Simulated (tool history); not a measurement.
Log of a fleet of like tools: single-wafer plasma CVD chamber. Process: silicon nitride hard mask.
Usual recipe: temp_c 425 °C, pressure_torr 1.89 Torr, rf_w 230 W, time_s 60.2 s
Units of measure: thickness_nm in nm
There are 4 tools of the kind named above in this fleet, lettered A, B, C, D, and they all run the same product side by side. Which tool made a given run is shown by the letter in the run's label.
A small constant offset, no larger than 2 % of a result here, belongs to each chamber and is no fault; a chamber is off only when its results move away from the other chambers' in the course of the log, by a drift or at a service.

run,day,temp_c,pressure_torr,rf_w,time_s,hours since the last thermocouple change,hours since the last RF generator calibration,hours since the last manometer calibration,"read-back reference wafer on the same gauge, thickness_nm",thickness_nm
1D,0.438,425,1.89,230,60.2,41.2,1003.2,1873,51.249,60.351
2B,0.7,425,1.89,230,60.2,1320.4,753.7,1564,51.265,59.611
3A,1.008,425,1.89,230,60.2,848.4,1108.1,429.1,51.263,60.137
4C,1.362,425,1.89,230,60.2,1711.3,347,1504.2,51.235,61.241
5A,1.779,425,1.89,230,60.2,866.9,1126.6,447.6,51.239,60.275
# day 2.125: chamber D: capacitance manometer re-zeroed and calibrated
6C,2.283,425,1.89,230,60.2,1733.4,369.1,1526.3,51.343,60.665
7D,2.558,425,1.89,230,60.2,92.1,1054.1,10.5,51.307,60.121
8B,2.817,425,1.89,230,60.2,1371.2,804.5,1614.8,51.347,58.824
9D,3.208,425,1.89,230,60.2,107.7,1069.7,26.1,51.254,59.335
10B,3.608,425,1.71,230,64.7,1390.2,823.5,1633.8,51.339,60.857
11A,3.908,425,1.71,230,64.7,918,1177.7,498.7,51.294,62.685
12C,4.325,425,1.71,230,64.7,1782.4,418.1,1575.3,51.298,63.249
13D,4.754,425,1.71,230,64.7,144.8,1106.8,63.2,51.273,62.732
# day 4.979: chamber A: RF generator calibrated
14C,5.108,425,1.89,230,60.2,1801.2,436.9,1594.1,51.317,60.876
15B,5.454,425,1.89,230,60.2,1434.5,867.8,1678.1,51.318,57.882
16A,5.933,425,1.89,230,60.2,966.6,22.9,547.3,51.306,60.041
17C,6.175,425,1.89,230,60.2,1826.8,462.5,1619.7,51.368,60.726
18D,6.467,425,1.89,230,60.2,185.9,1147.9,104.3,51.318,59.614
19A,6.992,425,1.89,200,64,992,48.3,572.7,51.31,57.79
20B,7.233,425,1.89,200,64,1477.2,910.5,1720.8,51.333,54.32
21D,7.533,425,1.89,200,64,211.5,1173.5,129.9,51.291,57.317
22B,7.867,425,1.89,200,64,1492.4,925.7,1736,51.247,54.159
23C,8.142,425,2.17,230,60.2,1874,509.7,1666.9,51.254,62.621
24A,8.5,425,2.17,230,60.2,1028.2,84.5,608.9,51.308,62.052
25A,8.896,425,2.17,230,60.2,1037.7,94,618.4,51.273,62.591
26D,9.267,425,2.17,230,60.2,253.1,1215.1,171.5,51.38,62.348

Does one chamber stand apart from the rest, does the shared gauge drift, or is all well apart from small per-chamber offsets? Give the chamber and the most likely cause, where there is one.

Chamber B drifts away from the others.
Likeliest cause: delivered RF power below the setpoint (%) = 6.68.

Which of the 4 candidates below, each the usual settings with something changed and its results left as question marks, puts chamber B back in line with what the other chambers give on the usual settings?
In line here means within this much of the mean the other chambers give on the usual settings: thickness_nm 0.96 nm
27B-1,9.642,425,1.89,250,60.2,,,,,?
27B-2,9.642,425,1.89,230,54.1,,,,,?
27B-3,9.642,425,1.89,240,64.3,,,,,?
27B-4,9.642,425,1.89,230,56.2,,,,,?

Average result of the remaining chambers running the usual settings: thickness_nm 60.252 nm
run,thickness_nm
27B-1,60.107
27B-2,50.725
27B-3,62.257
27B-4,52.691
27B-1 puts the chamber back in line with the other chambers.

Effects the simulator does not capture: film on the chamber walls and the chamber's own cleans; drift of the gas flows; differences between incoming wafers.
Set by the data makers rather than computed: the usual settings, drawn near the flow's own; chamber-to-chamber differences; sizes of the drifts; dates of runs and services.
